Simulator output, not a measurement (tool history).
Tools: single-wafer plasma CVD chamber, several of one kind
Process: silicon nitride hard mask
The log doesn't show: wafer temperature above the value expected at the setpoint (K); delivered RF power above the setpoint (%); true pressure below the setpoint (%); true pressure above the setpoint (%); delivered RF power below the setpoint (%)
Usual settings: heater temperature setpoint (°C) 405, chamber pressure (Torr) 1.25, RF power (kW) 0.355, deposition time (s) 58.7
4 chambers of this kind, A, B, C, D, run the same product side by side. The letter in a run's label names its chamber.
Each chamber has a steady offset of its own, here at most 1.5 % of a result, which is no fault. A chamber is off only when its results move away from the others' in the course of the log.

run	day	heater temperature setpoint (°C)	chamber pressure (Torr)	RF power (kW)	deposition time (s)	hours since the last thermocouple change	hours since the last RF generator calibration	hours since the last manometer calibration	read-back reference wafer on the same gauge, thickness_nm	mean film thickness on the monitor wafer (nm)
1D	0.212	405	1.25	0.355	58.7	226.3	544.8	686.4	70.682	70.113
2A	0.392	405	1.25	0.355	58.7	653.4	142.8	1490.6	70.691	69.412
3B	0.667	405	1.25	0.355	58.7	419.7	411.6	1949.8	70.670	68.987
4C	0.925	405	1.25	0.355	58.7	1298.6	1846.2	371.7	70.668	70.494
5B	1.158	405	1.25	0.355	58.7	431.5	423.4	1961.6	70.664	69.077
6D	1.300	405	1.25	0.355	58.7	252.4	570.9	712.5	70.661	70.097
7C	1.433	405	1.25	0.355	58.7	1310.8	1858.4	383.9	70.660	70.435
8A	1.633	405	1.25	0.355	58.7	683.2	172.6	1520.4	70.627	69.327
9B	1.900	405	1.25	0.355	58.7	449.3	441.2	1979.4	70.632	68.978
10A	2.125	405	1.25	0.290	52.2	695.0	184.4	1532.2	70.644	54.110
11C	2.317	405	1.25	0.290	52.2	1332.0	1879.6	405.1	70.611	54.879
12D	2.504	405	1.25	0.290	52.2	281.3	599.8	741.4	70.594	54.615
13A	2.796	405	1.25	0.290	52.2	711.1	200.5	1548.3	70.590	53.970
14C	3.012	405	1.25	0.355	58.7	1348.7	1896.3	421.8	70.583	70.353
15D	3.242	405	1.25	0.355	58.7	299.0	617.5	759.1	70.594	70.030
16B	3.538	405	1.25	0.355	58.7	488.6	480.5	2018.7	70.569	68.932
17D	3.838	405	1.25	0.355	58.7	313.3	631.8	773.4	70.551	69.868
18A	4.075	405	1.25	0.355	58.7	741.8	231.2	1579.0	70.568	69.371
19B	4.371	405	1.25	0.355	58.7	508.6	500.5	2038.7	70.528	68.785
20C	4.562	405	1.25	0.355	58.7	1385.9	1933.5	459.0	70.528	70.415
21C	4.817	405	1.25	0.355	58.7	1392.0	1939.6	465.1	70.521	70.320
22B	5.067	405	1.25	0.355	58.7	525.3	517.2	2055.4	70.492	68.790
23A	5.246	405	1.25	0.355	58.7	769.9	259.3	1607.1	70.498	69.216
24D	5.517	405	1.25	0.355	58.7	353.6	672.1	813.7	70.462	69.931
25A	5.721	405	1.25	0.355	58.7	781.3	270.7	1618.5	70.487	69.169
26D	6.017	405	1.25	0.325	58.7	365.6	684.1	825.7	70.475	65.994
27C	6.229	405	1.25	0.325	58.7	1425.9	1973.5	499.0	70.448	66.462
28B	6.404	405	1.25	0.325	58.7	557.4	549.3	2087.5	70.438	65.069
29B	6.538	405	1.25	0.325	58.7	560.6	552.5	2090.7	70.454	65.262
30D	6.804	405	1.25	0.355	58.7	384.5	703.0	844.6	70.453	69.924
# day 6.950: chamber D: capacitance manometer re-zeroed and calibrated
31C	7.079	393	1.25	0.355	67.8	1446.3	1993.9	519.4	70.416	81.651
32A	7.350	393	1.25	0.355	67.8	820.4	309.8	1657.6	70.436	80.073
33A	7.525	393	1.25	0.355	67.8	824.6	314.0	1661.8	70.423	80.236
34C	7.671	393	1.25	0.355	67.8	1460.5	2008.1	533.6	70.401	81.607
35D	7.838	405	1.25	0.355	58.7	409.3	727.8	21.3	70.404	69.742
36B	8.079	405	1.25	0.355	58.7	597.6	589.5	2127.7	70.414	68.724
37A	8.308	405	1.25	0.355	58.7	843.4	332.8	1680.6	70.387	69.016

Next, every chamber runs the same settings. What will each give?
38A	8.521	405	1.25	0.355	58.7					?
38B	8.521	405	1.25	0.355	58.7					?
38C	8.521	405	1.25	0.355	58.7					?
38D	8.521	405	1.25	0.355	58.7					?

run	mean film thickness on the monitor wafer (nm)
38A	69.013
38B	68.790
38C	70.321
38D	69.629

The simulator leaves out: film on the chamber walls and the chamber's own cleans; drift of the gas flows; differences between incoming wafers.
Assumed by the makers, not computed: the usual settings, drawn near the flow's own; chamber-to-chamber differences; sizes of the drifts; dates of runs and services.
